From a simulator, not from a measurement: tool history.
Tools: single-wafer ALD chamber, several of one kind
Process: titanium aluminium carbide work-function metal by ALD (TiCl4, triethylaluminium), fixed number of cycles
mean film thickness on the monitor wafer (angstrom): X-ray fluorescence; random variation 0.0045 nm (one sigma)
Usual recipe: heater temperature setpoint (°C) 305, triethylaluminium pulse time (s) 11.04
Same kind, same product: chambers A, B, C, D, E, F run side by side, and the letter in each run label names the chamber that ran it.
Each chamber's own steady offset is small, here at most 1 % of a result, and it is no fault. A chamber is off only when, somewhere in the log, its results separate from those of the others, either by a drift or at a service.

run,hour,heater temperature setpoint (°C),triethylaluminium pulse time (s),hours since the last thermocouple change,hours since the last triethylaluminium bottle change,"read-back reference wafer on the same gauge, thickness_nm",mean film thickness on the monitor wafer (angstrom)
1B,5.9,305,11.04,1388.7,920.6,2.0993,20.867
2C,13.9,305,11.04,969.5,994.3,2.1,20.574
3D,19.8,305,11.04,1424.8,25.3,2.0995,20.62
4E,28,305,11.04,1708.4,646.6,2.099,20.494
5A,39.3,305,11.04,1125.9,1106.4,2.0997,20.762
6F,46.8,305,11.04,532.9,726.7,2.1015,20.579
7B,56.9,305,11.04,1439.7,971.6,2.0998,20.889
8E,68.2,305,11.04,1748.6,686.8,2.0991,20.349
9D,75.6,305,11.04,1480.6,81.1,2.1007,20.607
10A,86.2,305,11.04,1172.8,1153.3,2.1005,20.753
11C,95.1,305,11.04,1050.7,1075.5,2.0981,20.467
12F,102.3,311,7.3,588.4,782.2,2.1006,19.897
13A,114.5,311,7.3,1201.1,1181.6,2.0992,19.965
14D,124.6,311,7.3,1529.6,130.1,2.1005,19.795
15F,134.4,311,7.3,620.5,814.3,2.1011,19.907
16C,146.7,311,7.3,1102.3,1127.1,2.1,19.804
17E,157.9,311,7.3,1838.3,776.5,2.0994,19.529
18B,165.4,305,11.04,1548.2,1080.1,2.0984,20.894
19F,176.7,305,11.04,662.8,856.6,2.1003,20.556
20E,182.7,299,9.74,1863.1,801.3,2.1,19.514
21C,189,299,9.74,1144.6,1169.4,2.0995,19.749
22B,199.7,299,9.74,1582.5,1114.4,2.1,20.127
23A,206.4,299,9.74,1293,1273.5,2.0997,19.923
24D,216.8,299,9.74,1621.8,222.3,2.1002,19.688
25C,228.5,299,9.74,1184.1,1208.9,2.1007,19.712
26E,236.9,305,11.04,1917.3,855.5,2.0992,20.358
27F,244.6,305,11.04,730.7,924.5,2.101,20.565
28A,255.3,316,12.84,1341.9,1322.4,2.0999,21.941
# hour 258.1: chamber B: thermocouple changed; heater temperature recalibrated
29D,265.8,316,12.84,1670.8,271.3,2.1017,21.712
30B,272.1,316,12.84,14,1186.8,2.0993,21.979
31A,281.6,316,12.84,1368.2,1348.7,2.0999,21.835
32C,290.7,316,12.84,1246.3,1271.1,2.0994,21.808
33D,299.4,316,12.84,1704.4,304.9,2.1006,21.786
34E,307.7,312,9.18,1988.1,926.3,2.0995,20.279
35F,316.9,312,9.18,803,996.8,2.0985,20.879
# hour 322.7: chamber C: thermocouple changed; heater temperature recalibrated
36B,322.8,312,9.18,64.7,1237.5,2.1004,20.938
37D,335.2,312,9.18,1740.2,340.7,2.1001,20.689
38E,346.2,312,9.18,2026.6,964.8,2.1003,20.198
39B,352.4,312,9.18,94.3,1267.1,2.1012,21.018
40F,358.9,305,11.04,845,1038.8,2.1004,20.62
41C,369.5,305,11.04,46.8,1349.9,2.0998,20.576
42A,376.7,305,12.42,1463.3,1443.8,2.1,20.987
43D,383.4,305,12.42,1788.4,388.9,2.1016,20.692
44A,395.3,305,12.42,1481.9,1462.4,2.0995,20.935

Next, every chamber runs the same settings. What will each give?
45A,404.6,305,6.82,,,,?
45B,404.6,305,6.82,,,,?
45C,404.6,305,6.82,,,,?
45D,404.6,305,6.82,,,,?
45E,404.6,305,6.82,,,,?
45F,404.6,305,6.82,,,,?

run,mean film thickness on the monitor wafer (angstrom)
45A,19.175
45B,19.275
45C,18.949
45D,18.975
45E,18.194
45F,19.1
